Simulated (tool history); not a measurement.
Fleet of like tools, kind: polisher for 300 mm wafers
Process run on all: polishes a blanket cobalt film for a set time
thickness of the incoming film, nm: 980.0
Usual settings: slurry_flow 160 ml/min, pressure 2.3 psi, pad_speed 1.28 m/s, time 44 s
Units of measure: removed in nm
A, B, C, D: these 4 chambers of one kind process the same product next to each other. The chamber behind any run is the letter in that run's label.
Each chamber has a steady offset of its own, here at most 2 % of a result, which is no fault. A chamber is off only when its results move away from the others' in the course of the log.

At hour 1.5: chamber C: worn pad replaced by a new one.
Run 1B, hour 3.8: usual settings. Result: removed 383.62 nm.
Run 2C, hour 6.9: usual settings. Result: removed 374.21 nm.
Run 3D, hour 9.6: usual settings. Result: removed 374.23 nm.
Run 4A, hour 12.4: usual settings. Result: removed 374.93 nm.
Run 5D, hour 17.2: usual settings. Result: removed 376.06 nm.
At hour 18.2: chamber B: head pressure recalibrated.
Run 6B, hour 21.1: usual settings. Result: removed 376.75 nm.
Run 7C, hour 25.6: usual settings. Result: removed 379.01 nm.
Run 8A, hour 28.2: usual settings. Result: removed 375.74 nm.
Run 9B, hour 31.9: usual settings. Result: removed 379.2 nm.
Run 10C, hour 35: usual settings but pad_speed 1.1 m/s, time 53 s. Result: removed 392.45 nm.
Run 11A, hour 38.3: usual settings but pad_speed 1.1 m/s, time 53 s. Result: removed 394.47 nm.
Run 12D, hour 40.6: usual settings but pad_speed 1.1 m/s, time 53 s. Result: removed 380.14 nm.
Run 13D, hour 44.7: usual settings but pad_speed 1.1 m/s, time 53 s. Result: removed 393.81 nm.
Run 14C, hour 47.2: usual settings. Result: removed 373.22 nm.
Run 15B, hour 51.3: usual settings. Result: removed 383.15 nm.
At hour 53.4: chamber C: head pressure recalibrated.
Run 16A, hour 55.3: usual settings. Result: removed 374.82 nm.
Run 17C, hour 59.1: usual settings. Result: removed 420.89 nm.
Run 18A, hour 61.5: usual settings. Result: removed 368.94 nm.
At hour 63.3: chamber A: worn pad replaced by a new one.
Run 19B, hour 65.1: usual settings. Result: removed 380.71 nm.
Run 20D, hour 69.1: usual settings but pressure 1.7 psi. Result: removed 278.2 nm.
At hour 71.5: chamber C: worn pad replaced by a new one.
Run 21A, hour 72.2: usual settings but pressure 1.7 psi. Result: removed 274.08 nm.
Run 22D, hour 75.1: usual settings but pressure 1.7 psi. Result: removed 273.75 nm.
At hour 77.7: chamber D: worn pad replaced by a new one.
Run 23C, hour 79.6: usual settings but pressure 1.7 psi. Result: removed 314.82 nm.
Run 24B, hour 82.4: usual settings. Result: removed 382.12 nm.
Run 25B, hour 85.8: usual settings. Result: removed 385.48 nm.
Run 26D, hour 89.9: usual settings. Result: removed 373.66 nm.
Run 27C, hour 92.9: usual settings. Result: removed 413.54 nm.
Run 28A, hour 96.5: usual settings but slurry_flow 130 ml/min, pad_speed 1.46 m/s. Result: removed 423.33 nm.
Run 29A, hour 100.6: usual settings but slurry_flow 130 ml/min, pad_speed 1.46 m/s. Result: removed 413.2 nm.
Run 30D, hour 102.9: usual settings but slurry_flow 130 ml/min, pad_speed 1.46 m/s. Result: removed 418.19 nm.
Run 31B, hour 106: usual settings but slurry_flow 130 ml/min, pad_speed 1.46 m/s. Result: removed 411.39 nm.
Run 32C, hour 108.7: usual settings. Result: removed 413.59 nm.
Run 33D, hour 111.1: usual settings. Result: removed 368.29 nm.
Run 34C, hour 113.9: usual settings. Result: removed 416.18 nm.

Which is it: a chamber that has drifted or been left off by a service, a gauge drift common to all chambers, or only each chamber's usual small offset? If a chamber is off, name it and its likeliest cause.

A service left chamber C off against the others.
Likeliest cause: head's pressure above its setpoint, % = 10.1.

Below are 4 candidate recipes for chamber C's next run, each the usual settings with a change, their results shown as question marks. Which of them brings C's results back in line with what the other chambers give on the usual settings?
Allowed miss from the other chambers' usual-settings mean, per result, to count as in line: removed 14 nm
Run 35C-1, hour 117.3: usual settings but pad_speed 1.3 m/s, time 45 s. Result: removed ?.
Run 35C-2, hour 117.3: usual settings but slurry_flow 165 ml/min, pad_speed 1.4 m/s. Result: removed ?.
Run 35C-3, hour 117.3: usual settings but pad_speed 1.26 m/s, time 43 s. Result: removed ?.
Run 35C-4, hour 117.3: usual settings but slurry_flow 95 ml/min. Result: removed ?.

On the usual settings, the other chambers give on average: removed 377.34 nm
  run  removed
35C-1   431.22
35C-2   456.06
35C-3   399.47
35C-4   372.16
Change 35C-4 lands the chamber within the allowed miss of the other chambers.

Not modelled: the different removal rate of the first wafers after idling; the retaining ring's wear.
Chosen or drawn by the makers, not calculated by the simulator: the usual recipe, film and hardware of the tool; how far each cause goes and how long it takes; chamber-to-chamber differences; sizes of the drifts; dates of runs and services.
